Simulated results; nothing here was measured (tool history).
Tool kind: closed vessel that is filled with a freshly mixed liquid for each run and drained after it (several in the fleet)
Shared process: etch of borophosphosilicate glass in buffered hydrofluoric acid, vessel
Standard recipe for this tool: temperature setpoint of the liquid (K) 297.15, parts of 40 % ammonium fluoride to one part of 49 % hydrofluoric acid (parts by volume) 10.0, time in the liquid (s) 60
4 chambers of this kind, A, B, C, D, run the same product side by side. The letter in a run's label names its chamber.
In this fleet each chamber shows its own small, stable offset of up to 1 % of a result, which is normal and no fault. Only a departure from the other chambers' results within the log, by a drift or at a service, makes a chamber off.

| run | hour | temperature setpoint of the liquid (K) | parts of 40 % ammonium fluoride to one part of 49 % hydrofluoric acid (parts by volume) | time in the liquid (s) | read-back film thickness of the borophosphosilicate glass reference wafer, read on the same gauge (nm) | thickness taken off the borophosphosilicate glass on a monitor wafer (nm) |
|---|---|---|---|---|---|---|
| 1B | 11.4 | 297.15 | 10.0 | 60 | 149.96 | 107.640 |
| 2C | 25.2 | 297.15 | 10.0 | 60 | 149.97 | 107.260 |
| 3A | 39.0 | 297.15 | 10.0 | 60 | 150.02 | 105.150 |
| 4D | 45.8 | 297.15 | 10.0 | 60 | 150.01 | 108.040 |
| 5C | 52.6 | 297.15 | 10.0 | 60 | 149.98 | 106.970 |
| 6A | 62.8 | 297.15 | 10.0 | 60 | 149.98 | 106.990 |
| 7B | 75.7 | 297.15 | 10.0 | 60 | 149.98 | 107.500 |
| 8D | 89.0 | 297.15 | 10.0 | 60 | 150.00 | 108.060 |
| 9C | 100.6 | 297.15 | 10.0 | 60 | 150.03 | 107.740 |
|  | 106.6 | chamber D: hydrofluoric acid flow meter replaced |
| 10A | 109.3 | 294.15 | 10.0 | 75 | 150.02 | 110.390 |
|  | 114.0 | chamber D: thermometer replaced |
| 11D | 123.3 | 294.15 | 10.0 | 75 | 149.98 | 115.680 |
| 12B | 131.8 | 294.15 | 10.0 | 75 | 149.95 | 113.230 |
| 13D | 141.4 | 294.15 | 10.0 | 75 | 149.99 | 115.470 |
| 14C | 155.3 | 297.15 | 10.0 | 60 | 149.95 | 105.600 |
| 15B | 167.0 | 297.15 | 10.0 | 60 | 150.01 | 106.810 |
| 16A | 174.0 | 297.15 | 10.0 | 60 | 149.99 | 104.410 |
| 17D | 180.9 | 297.15 | 10.0 | 60 | 150.04 | 108.430 |
| 18A | 192.1 | 297.15 | 10.0 | 60 | 150.05 | 102.300 |
| 19B | 202.1 | 297.15 | 10.0 | 75 | 149.99 | 134.040 |
| 20C | 214.4 | 297.15 | 10.0 | 75 | 149.94 | 134.120 |
| 21B | 228.3 | 297.15 | 10.0 | 75 | 150.01 | 134.080 |
| 22A | 239.6 | 297.15 | 10.0 | 75 | 149.99 | 127.710 |
| 23D | 246.8 | 297.15 | 10.0 | 60 | 150.00 | 107.990 |
| 24C | 259.5 | 297.15 | 10.0 | 60 | 149.98 | 105.830 |
| 25B | 266.9 | 297.15 | 10.0 | 60 | 150.03 | 107.950 |
| 26D | 280.3 | 297.15 | 10.0 | 60 | 150.03 | 106.910 |
| 27C | 291.6 | 297.15 | 10.0 | 60 | 149.98 | 107.000 |
| 28A | 305.3 | 297.15 | 10.0 | 60 | 150.04 | 98.157 |
| 29B | 312.4 | 297.15 | 10.0 | 60 | 150.01 | 107.390 |
| 30C | 319.2 | 293.65 | 7.5 | 60 | 150.00 | 116.790 |
| 31A | 329.8 | 293.65 | 7.5 | 60 | 149.96 | 105.170 |
| 32D | 337.3 | 293.65 | 7.5 | 60 | 149.98 | 115.050 |
| 33D | 345.0 | 293.65 | 7.5 | 60 | 150.01 | 114.470 |
| 34A | 356.7 | 297.15 | 10.0 | 60 | 149.98 | 96.749 |
| 35B | 363.0 | 297.15 | 10.0 | 60 | 150.07 | 107.860 |
| 36C | 372.0 | 297.15 | 10.0 | 60 | 149.98 | 105.870 |
| 37C | 384.7 | 297.15 | 10.0 | 60 | 150.03 | 106.790 |

What goes on in this fleet: one chamber off, a drifting gauge, or nothing beyond the chambers' own small offsets? Name the chamber and the cause, if any.

It is chamber A that slowly wanders off from its peers.
Most likely cause: liquid colder than its thermometer reads (K) = 2.11.
It could be hard to tell apart here from: hydrofluoric acid flow below the setpoint (%).

Chamber A could run next with any of the 4 candidate recipes listed below; each alters the usual settings, and their results appear as question marks. Which one brings its results back in line with what the other chambers deliver on the usual settings?
To be in line, a result may differ from the other chambers' mean on the usual settings by at most: thickness taken off the borophosphosilicate glass on a monitor wafer (nm) 3.600
| 38A-1 | 394.9 | 296.15 | 10.0 | 60 |  | ? |
| 38A-2 | 394.9 | 298.15 | 9.0 | 60 |  | ? |
| 38A-3 | 394.9 | 298.15 | 10.0 | 60 |  | ? |
| 38A-4 | 394.9 | 296.65 | 10.0 | 55 |  | ? |

Mean of the other chambers on the usual settings: thickness taken off the borophosphosilicate glass on a monitor wafer (nm) 107.030
| run | thickness taken off the borophosphosilicate glass on a monitor wafer (nm) |
|---|---|
| 38A-1 | 90.511 |
| 38A-2 | 108.070 |
| 38A-3 | 101.070 |
| 38A-4 | 85.276 |
With 38A-2, the chamber falls back in line with the rest.

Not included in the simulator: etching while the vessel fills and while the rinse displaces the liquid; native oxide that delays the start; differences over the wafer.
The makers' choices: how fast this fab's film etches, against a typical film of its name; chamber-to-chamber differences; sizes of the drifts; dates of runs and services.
